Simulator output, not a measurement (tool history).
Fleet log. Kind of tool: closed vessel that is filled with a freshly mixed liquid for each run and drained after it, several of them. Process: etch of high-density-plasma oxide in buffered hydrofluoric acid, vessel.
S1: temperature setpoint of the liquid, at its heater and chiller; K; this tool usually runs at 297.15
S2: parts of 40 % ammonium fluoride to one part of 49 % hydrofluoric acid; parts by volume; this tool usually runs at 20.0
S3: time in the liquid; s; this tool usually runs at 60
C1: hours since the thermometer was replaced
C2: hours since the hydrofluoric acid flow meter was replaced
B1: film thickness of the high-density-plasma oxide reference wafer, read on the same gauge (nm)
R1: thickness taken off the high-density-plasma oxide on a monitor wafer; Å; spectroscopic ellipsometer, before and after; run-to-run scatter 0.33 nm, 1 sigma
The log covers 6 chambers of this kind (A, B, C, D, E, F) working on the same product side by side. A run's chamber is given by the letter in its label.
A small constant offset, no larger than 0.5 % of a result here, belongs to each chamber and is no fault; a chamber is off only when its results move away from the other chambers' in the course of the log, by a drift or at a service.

Run 1F, day 0.496: usual settings; C1 246.1; C2 520.6; B1 80.009. Result: R1 461.13 Å.
Run 2D, day 1.071: usual settings; C1 263.4; C2 276.3; B1 79.983. Result: R1 457.32 Å.
Run 3B, day 1.467: usual settings; C1 35.7; C2 383.3; B1 79.997. Result: R1 456.56 Å.
Run 4E, day 1.746: usual settings; C1 474.3; C2 618.4; B1 80.020. Result: R1 459.12 Å.
Run 5C, day 2.346: usual settings; C1 435.6; C2 1070.5; B1 79.991. Result: R1 457.95 Å.
At day 2.933: chamber C: hydrofluoric acid flow meter replaced.
Run 6A, day 2.996: usual settings; C1 810.2; C2 1237.8; B1 79.989. Result: R1 450.76 Å.
Run 7D, day 3.608: usual settings; C1 324.3; C2 337.2; B1 79.996. Result: R1 449.11 Å.
Run 8F, day 4.183: usual settings; C1 334.6; C2 609.1; B1 80.007. Result: R1 455.39 Å.
Run 9B, day 4.712: usual settings; C1 113.6; C2 461.2; B1 80.024. Result: R1 453.81 Å.
Run 10A, day 5.000: usual settings; C1 858.3; C2 1285.9; B1 79.977. Result: R1 456.64 Å.
Run 11C, day 5.592: usual settings; C1 513.5; C2 63.8; B1 79.988. Result: R1 459.29 Å.
Run 12E, day 6.129: usual settings; C1 579.5; C2 723.6; B1 80.016. Result: R1 454.38 Å.
Run 13B, day 6.496: usual settings; C1 156.4; C2 504.0; B1 79.987. Result: R1 457.60 Å.
Run 14C, day 7.125: usual settings; C1 550.3; C2 100.6; B1 79.994. Result: R1 455.23 Å.
Run 15A, day 7.733: usual settings; C1 923.9; C2 1351.5; B1 79.994. Result: R1 456.70 Å.
Run 16D, day 8.321: usual settings; C1 437.4; C2 450.3; B1 79.994. Result: R1 450.20 Å.
Run 17E, day 8.800: usual settings; C1 643.6; C2 787.7; B1 79.992. Result: R1 453.77 Å.
At day 8.925: chamber A: thermometer replaced.
Run 18F, day 9.242: usual settings; C1 456.0; C2 730.5; B1 79.995. Result: R1 459.64 Å.
At day 9.742: chamber D: hydrofluoric acid flow meter replaced.
Run 19F, day 9.746: usual settings; C1 468.1; C2 742.6; B1 79.998. Result: R1 456.60 Å.
Run 20A, day 10.342: usual settings but S2 13.5 parts by volume, S3 75 s; C1 34.0; C2 1414.1; B1 80.000. Result: R1 832.60 Å.
Run 21C, day 10.821: usual settings but S2 13.5 parts by volume, S3 75 s; C1 639.0; C2 189.3; B1 79.992. Result: R1 833.63 Å.
Run 22D, day 11.196: usual settings but S2 13.5 parts by volume, S3 75 s; C1 506.4; C2 35.0; B1 80.016. Result: R1 853.19 Å.
Run 23E, day 11.679: usual settings but S2 13.5 parts by volume, S3 75 s; C1 712.7; C2 856.8; B1 79.988. Result: R1 847.79 Å.
Run 24B, day 12.071: usual settings but S2 13.5 parts by volume, S3 75 s; C1 290.2; C2 637.8; B1 79.984. Result: R1 815.62 Å.
Run 25A, day 12.546: usual settings but S2 13.5 parts by volume, S3 75 s; C1 86.9; C2 1467.0; B1 80.012. Result: R1 848.76 Å.
Run 26F, day 12.950: usual settings; C1 545.0; C2 819.5; B1 80.009. Result: R1 454.90 Å.
Run 27D, day 13.279: usual settings; C1 556.4; C2 85.0; B1 79.985. Result: R1 455.71 Å.
Run 28B, day 13.879: usual settings; C1 333.6; C2 681.2; B1 79.974. Result: R1 440.83 Å.
Run 29E, day 14.275: usual settings; C1 775.0; C2 919.1; B1 79.992. Result: R1 453.89 Å.
Run 30C, day 14.558: usual settings; C1 728.7; C2 279.0; B1 79.997. Result: R1 462.07 Å.
Run 31E, day 15.004: usual settings; C1 792.5; C2 936.6; B1 79.965. Result: R1 454.84 Å.
Run 32F, day 15.396: usual settings; C1 603.7; C2 878.2; B1 79.996. Result: R1 459.64 Å.
Run 33C, day 15.788: usual settings; C1 758.2; C2 308.5; B1 80.003. Result: R1 455.35 Å.
Run 34A, day 16.300: usual settings; C1 177.0; C2 1557.1; B1 79.996. Result: R1 461.37 Å.
Run 35B, day 16.783: usual settings; C1 403.3; C2 750.9; B1 79.987. Result: R1 429.92 Å.
Run 36D, day 17.400: usual settings but S1 295.65 K, S3 85 s; C1 655.3; C2 183.9; B1 80.001. Result: R1 593.45 Å.
Run 37B, day 17.892: usual settings but S1 295.65 K, S3 85 s; C1 429.9; C2 777.5; B1 79.999. Result: R1 557.20 Å.
Run 38E, day 18.258: usual settings but S1 295.65 K, S3 85 s; C1 870.6; C2 1014.7; B1 79.983. Result: R1 599.73 Å.
Run 39D, day 18.846: usual settings but S1 295.65 K, S3 85 s; C1 690.0; C2 218.6; B1 80.004. Result: R1 597.78 Å.
Run 40F, day 19.458: usual settings but S1 295.65 K, S3 85 s; C1 701.2; C2 975.7; B1 79.982. Result: R1 597.64 Å.
Run 41A, day 20.000: usual settings but S1 295.65 K, S3 85 s; C1 265.8; C2 1645.9; B1 80.008. Result: R1 593.54 Å.
Run 42C, day 20.362: usual settings; C1 868.0; C2 418.3; B1 80.005. Result: R1 457.98 Å.

Next, all 6 chambers run the settings below, one line each with question marks for the results. What does each chamber give?
Run 43A, day 20.829: usual settings but S3 40 s. Result: R1 ?.
Run 43B, day 20.829: usual settings but S3 40 s. Result: R1 ?.
Run 43C, day 20.829: usual settings but S3 40 s. Result: R1 ?.
Run 43D, day 20.829: usual settings but S3 40 s. Result: R1 ?.
Run 43E, day 20.829: usual settings but S3 40 s. Result: R1 ?.
Run 43F, day 20.829: usual settings but S3 40 s. Result: R1 ?.

run      R1
43A  304.15
43B  279.63
43C  303.25
43D  299.84
43E  306.12
43F  302.65
